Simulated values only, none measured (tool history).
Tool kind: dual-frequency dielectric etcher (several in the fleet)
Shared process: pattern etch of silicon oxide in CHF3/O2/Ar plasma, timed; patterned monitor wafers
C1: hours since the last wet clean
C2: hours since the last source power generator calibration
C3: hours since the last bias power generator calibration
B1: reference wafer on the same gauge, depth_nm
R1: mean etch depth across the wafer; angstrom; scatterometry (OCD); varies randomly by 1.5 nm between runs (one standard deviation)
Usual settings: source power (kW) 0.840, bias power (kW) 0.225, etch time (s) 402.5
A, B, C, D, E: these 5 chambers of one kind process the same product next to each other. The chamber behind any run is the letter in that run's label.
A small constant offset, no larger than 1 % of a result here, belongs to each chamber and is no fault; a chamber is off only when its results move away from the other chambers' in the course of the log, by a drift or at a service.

Run 1A, hour 10.1: usual settings; C1 461.5; C2 419.8; C3 1717.1; B1 960.90. Result: R1 9637.1 angstrom.
Run 2B, hour 22.7: usual settings; C1 77.1; C2 1002.9; C3 1793.7; B1 960.80. Result: R1 9713.7 angstrom.
Run 3E, hour 32.2: usual settings; C1 246.8; C2 3663.9; C3 465.3; B1 960.41. Result: R1 9712.5 angstrom.
Run 4D, hour 44.2: usual settings; C1 369.8; C2 1054.1; C3 2781.7; B1 960.34. Result: R1 9732.3 angstrom.
Run 5C, hour 56.3: usual settings but source power (kW) 0.660, etch time (s) 329.5; C1 334.4; C2 1531.1; C3 3198.9; B1 959.93. Result: R1 7235.3 angstrom.
At hour 59.7: chamber C: bias power generator calibrated.
Run 6D, hour 66.3: usual settings but source power (kW) 0.660, etch time (s) 329.5; C1 391.9; C2 1076.2; C3 2803.8; B1 959.60. Result: R1 7269.6 angstrom.
Run 7C, hour 77.1: usual settings but source power (kW) 0.660, etch time (s) 329.5; C1 355.2; C2 1551.9; C3 17.5; B1 959.99. Result: R1 7254.8 angstrom.
Run 8B, hour 90.7: usual settings but source power (kW) 0.660, etch time (s) 329.5; C1 145.1; C2 1070.9; C3 1861.7; B1 959.10. Result: R1 7281.4 angstrom.
Run 9A, hour 102.2: usual settings but source power (kW) 0.660, etch time (s) 329.5; C1 553.6; C2 511.9; C3 1809.2; B1 959.29. Result: R1 7203.2 angstrom.
At hour 105.5: chamber A: wet clean of the chamber.
Run 10E, hour 113.7: usual settings; C1 328.3; C2 3745.4; C3 546.8; B1 958.92. Result: R1 9709.2 angstrom.
Run 11D, hour 123.5: usual settings; C1 449.1; C2 1133.4; C3 2861.0; B1 958.67. Result: R1 9676.8 angstrom.
Run 12A, hour 132.2: usual settings but source power (kW) 0.660, bias power (kW) 0.184; C1 26.8; C2 541.9; C3 1839.2; B1 958.94. Result: R1 8214.7 angstrom.
At hour 133.1: chamber A: bias power generator calibrated.
Run 13B, hour 139.4: usual settings but source power (kW) 0.660, bias power (kW) 0.184; C1 193.8; C2 1119.6; C3 1910.4; B1 958.24. Result: R1 8296.6 angstrom.
At hour 141.3: chamber D: wet clean of the chamber.
Run 14E, hour 148.5: usual settings but source power (kW) 0.660, bias power (kW) 0.184; C1 363.1; C2 3780.2; C3 581.6; B1 958.30. Result: R1 8270.4 angstrom.
Run 15C, hour 159.2: usual settings but source power (kW) 0.660, bias power (kW) 0.184; C1 437.3; C2 1634.0; C3 99.6; B1 958.23. Result: R1 8259.0 angstrom.
Run 16A, hour 169.3: usual settings but source power (kW) 0.660, bias power (kW) 0.184; C1 63.9; C2 579.0; C3 36.2; B1 958.40. Result: R1 8228.6 angstrom.
Run 17E, hour 179.7: usual settings; C1 394.3; C2 3811.4; C3 612.8; B1 958.06. Result: R1 9691.4 angstrom.
At hour 185.7: chamber E: wet clean of the chamber.
Run 18D, hour 191.1: usual settings; C1 49.8; C2 1201.0; C3 2928.6; B1 957.77. Result: R1 9701.0 angstrom.
Run 19B, hour 203.7: usual settings; C1 258.1; C2 1183.9; C3 1974.7; B1 957.73. Result: R1 9707.1 angstrom.
Run 20C, hour 211.0: usual settings; C1 489.1; C2 1685.8; C3 151.4; B1 957.37. Result: R1 9665.1 angstrom.
Run 21B, hour 218.7: usual settings; C1 273.1; C2 1198.9; C3 1989.7; B1 957.50. Result: R1 9739.7 angstrom.
Run 22E, hour 225.7: usual settings; C1 40.0; C2 3857.4; C3 658.8; B1 957.32. Result: R1 9699.8 angstrom.
Run 23A, hour 238.3: usual settings; C1 132.9; C2 648.0; C3 105.2; B1 957.02. Result: R1 9595.5 angstrom.
Run 24C, hour 247.2: usual settings; C1 525.3; C2 1722.0; C3 187.6; B1 956.86. Result: R1 9673.4 angstrom.
At hour 249.5: chamber C: wet clean of the chamber.
Run 25D, hour 257.4: usual settings; C1 116.1; C2 1267.3; C3 2994.9; B1 957.04. Result: R1 9699.0 angstrom.
Run 26E, hour 270.8: usual settings; C1 85.1; C2 3902.5; C3 703.9; B1 956.65. Result: R1 9693.9 angstrom.
Run 27D, hour 280.0: usual settings; C1 138.7; C2 1289.9; C3 3017.5; B1 956.20. Result: R1 9713.2 angstrom.
Run 28C, hour 291.0: usual settings but bias power (kW) 0.276; C1 41.5; C2 1765.8; C3 231.4; B1 956.05. Result: R1 10357.0 angstrom.
Run 29B, hour 302.0: usual settings but bias power (kW) 0.276; C1 356.4; C2 1282.2; C3 2073.0; B1 955.74. Result: R1 10446.0 angstrom.
Run 30A, hour 310.5: usual settings but bias power (kW) 0.276; C1 205.1; C2 720.2; C3 177.4; B1 955.58. Result: R1 10347.0 angstrom.
Run 31D, hour 319.2: usual settings but bias power (kW) 0.276; C1 177.9; C2 1329.1; C3 3056.7; B1 955.65. Result: R1 10386.0 angstrom.
Run 32C, hour 329.1: usual settings but bias power (kW) 0.276; C1 79.6; C2 1803.9; C3 269.5; B1 955.38. Result: R1 10353.0 angstrom.
Run 33B, hour 336.9: usual settings; C1 391.3; C2 1317.1; C3 2107.9; B1 955.32. Result: R1 9699.4 angstrom.
Run 34A, hour 349.3: usual settings; C1 243.9; C2 759.0; C3 216.2; B1 955.35. Result: R1 9620.0 angstrom.
Run 35E, hour 356.6: usual settings but etch time (s) 440.0; C1 170.9; C2 3988.3; C3 789.7; B1 954.76. Result: R1 10548.0 angstrom.

All 5 chambers run these settings next. Forecast each chamber's results:
Run 36A, hour 366.3: usual settings. Result: R1 ?.
Run 36B, hour 366.3: usual settings. Result: R1 ?.
Run 36C, hour 366.3: usual settings. Result: R1 ?.
Run 36D, hour 366.3: usual settings. Result: R1 ?.
Run 36E, hour 366.3: usual settings. Result: R1 ?.

run      R1
36A  9631.3
36B  9694.9
36C  9652.3
36D  9677.7
36E  9650.9

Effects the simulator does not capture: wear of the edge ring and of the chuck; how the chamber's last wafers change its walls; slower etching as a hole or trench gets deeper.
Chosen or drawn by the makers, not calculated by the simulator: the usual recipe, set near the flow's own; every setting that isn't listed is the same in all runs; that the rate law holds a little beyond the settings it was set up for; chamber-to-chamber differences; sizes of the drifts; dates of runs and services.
